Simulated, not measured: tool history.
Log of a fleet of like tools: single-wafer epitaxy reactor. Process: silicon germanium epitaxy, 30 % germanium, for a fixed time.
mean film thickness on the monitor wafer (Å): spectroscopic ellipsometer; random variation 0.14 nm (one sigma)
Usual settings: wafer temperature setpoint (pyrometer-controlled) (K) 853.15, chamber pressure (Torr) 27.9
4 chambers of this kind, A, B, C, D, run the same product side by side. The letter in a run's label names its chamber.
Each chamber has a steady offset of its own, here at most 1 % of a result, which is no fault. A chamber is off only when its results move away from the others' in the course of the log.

| run | hour | wafer temperature setpoint (pyrometer-controlled) (K) | chamber pressure (Torr) | hours since the last pyrometer calibration | hours since the last manometer calibration | read-back reference wafer on the same gauge, thickness_nm | mean film thickness on the monitor wafer (Å) |
|---|---|---|---|---|---|---|---|
| 1C | 9 | 853.15 | 27.9 | 1592.8 | 167.5 | 49.58 | 465.3 |
| 2B | 17.3 | 853.15 | 27.9 | 678.3 | 490.6 | 49.597 | 465.17 |
| 3D | 32.2 | 853.15 | 27.9 | 749.1 | 1837.2 | 49.546 | 461.74 |
| 4A | 46 | 853.15 | 27.9 | 1152.9 | 828.2 | 49.599 | 461.38 |
| 5C | 55.4 | 853.15 | 27.9 | 1639.2 | 213.9 | 49.613 | 469.15 |
| 6B | 69.1 | 853.15 | 27.9 | 730.1 | 542.4 | 49.62 | 466.5 |
| 7D | 77.6 | 844.15 | 22.5 | 794.5 | 1882.6 | 49.591 | 358.06 |
| 8A | 91.5 | 844.15 | 22.5 | 1198.4 | 873.7 | 49.634 | 355.64 |
| 9D | 103.1 | 844.15 | 22.5 | 820 | 1908.1 | 49.622 | 355.23 |
| 10A | 118.7 | 844.15 | 22.5 | 1225.6 | 900.9 | 49.595 | 355.65 |
| 11C | 129.4 | 853.15 | 27.9 | 1713.2 | 287.9 | 49.574 | 468.27 |
| 12B | 140.2 | 853.15 | 27.9 | 801.2 | 613.5 | 49.556 | 469.39 |
| 13D | 148.3 | 853.15 | 27.9 | 865.2 | 1953.3 | 49.605 | 463.51 |
| 14C | 156.9 | 853.15 | 27.9 | 1740.7 | 315.4 | 49.635 | 467.5 |
| 15A | 166.4 | 853.15 | 27.9 | 1273.3 | 948.6 | 49.627 | 460.66 |
| 16B | 176.3 | 853.15 | 27.9 | 837.3 | 649.6 | 49.637 | 470.69 |
| 17C | 191.7 | 853.15 | 27.9 | 1775.5 | 350.2 | 49.594 | 468.71 |
| 18D | 203.2 | 853.15 | 31.7 | 920.1 | 2008.2 | 49.588 | 487.24 |
| 19B | 211.2 | 853.15 | 31.7 | 872.2 | 684.5 | 49.6 | 498.98 |
| 20A | 220.4 | 853.15 | 31.7 | 1327.3 | 1002.6 | 49.606 | 487.18 |
| 21C | 227.5 | 853.15 | 31.7 | 1811.3 | 386 | 49.619 | 493.63 |
| 22A | 237 | 853.15 | 27.9 | 1343.9 | 1019.2 | 49.642 | 459.86 |
| 23D | 250.5 | 853.15 | 27.9 | 967.4 | 2055.5 | 49.57 | 461.17 |
| 24B | 261 | 853.15 | 27.9 | 922 | 734.3 | 49.624 | 478.72 |
| 25C | 271.3 | 853.15 | 27.9 | 1855.1 | 429.8 | 49.584 | 467.43 |

All 4 chambers run these settings next. Forecast each chamber's results:
| 26A | 282.6 | 853.15 | 27.9 |  |  |  | ? |
| 26B | 282.6 | 853.15 | 27.9 |  |  |  | ? |
| 26C | 282.6 | 853.15 | 27.9 |  |  |  | ? |
| 26D | 282.6 | 853.15 | 27.9 |  |  |  | ? |

| run | mean film thickness on the monitor wafer (Å) |
|---|---|
| 26A | 461.32 |
| 26B | 483.89 |
| 26C | 468.63 |
| 26D | 461.23 |
